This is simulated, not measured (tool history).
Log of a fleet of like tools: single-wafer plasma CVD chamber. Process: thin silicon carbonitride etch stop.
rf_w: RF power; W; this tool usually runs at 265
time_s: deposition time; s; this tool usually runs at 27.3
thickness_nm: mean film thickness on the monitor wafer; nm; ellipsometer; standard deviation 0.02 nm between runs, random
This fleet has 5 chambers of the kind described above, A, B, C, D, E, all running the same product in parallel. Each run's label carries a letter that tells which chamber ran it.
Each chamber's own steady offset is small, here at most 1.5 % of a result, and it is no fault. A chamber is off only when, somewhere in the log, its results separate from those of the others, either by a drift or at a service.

run   hour  rf_w  time_s  read-back reference wafer on the same gauge, thickness_nm  thickness_nm
 1C    5.9   265    27.3                                                     18.996        17.131
 2A    8.9   265    27.3                                                     18.990        16.849
 3D   12.5   265    27.3                                                     18.992        16.865
 4E   18.0   265    27.3                                                     18.983        17.057
 5B   21.9   265    27.3                                                     18.984        16.832
 6A   26.4   265    27.3                                                     18.985        16.812
 7D   30.3   265    27.3                                                     18.982        16.815
 8B   36.0   265    27.3                                                     18.974        16.798
      37.5  -- chamber A: RF generator calibrated
 9C   40.8   265    31.6                                                     18.973        19.827
10E   44.6   265    31.6                                                     18.967        19.654
11C   48.1   265    31.6                                                     18.965        19.872
12E   52.2   265    31.6                                                     18.965        19.688
13D   58.1   265    31.6                                                     18.964        19.483
14B   62.3   310    30.1                                                     18.964        19.400
15A   65.7   310    30.1                                                     18.955        19.483
16D   71.4   310    30.1                                                     18.949        19.403
17C   74.8   310    30.1                                                     18.951        19.774
18E   81.3   310    30.1                                                     18.943        19.670
19A   85.5   265    27.3                                                     18.943        16.846
20B   88.7   265    27.3                                                     18.940        16.763
21C   91.9   265    27.3                                                     18.936        17.126
22E   96.8   265    27.3                                                     18.933        16.943
23D  100.9   265    27.3                                                     18.929        16.769
24A  104.3   265    27.3                                                     18.927        16.860
25B  111.0   265    27.3                                                     18.922        16.795
26D  116.3   265    27.3                                                     18.927        16.783
27B  120.3   265    27.3                                                     18.915        16.770
28E  125.6   265    27.3                                                     18.915        16.937
29C  129.9   300    29.9                                                     18.910        19.447
30A  133.7   300    29.9                                                     18.910        19.145

Decide between three cases: one chamber stands off from its peers, the gauge reading all wafers drifts, or nothing is wrong past each chamber's small offset. Where a chamber is off, say which and what most likely put it there.

The shared gauge is drifting. All chambers look as if they move in step, but none is off.
Most likely cause: gauge reads low (%) = 0.493.
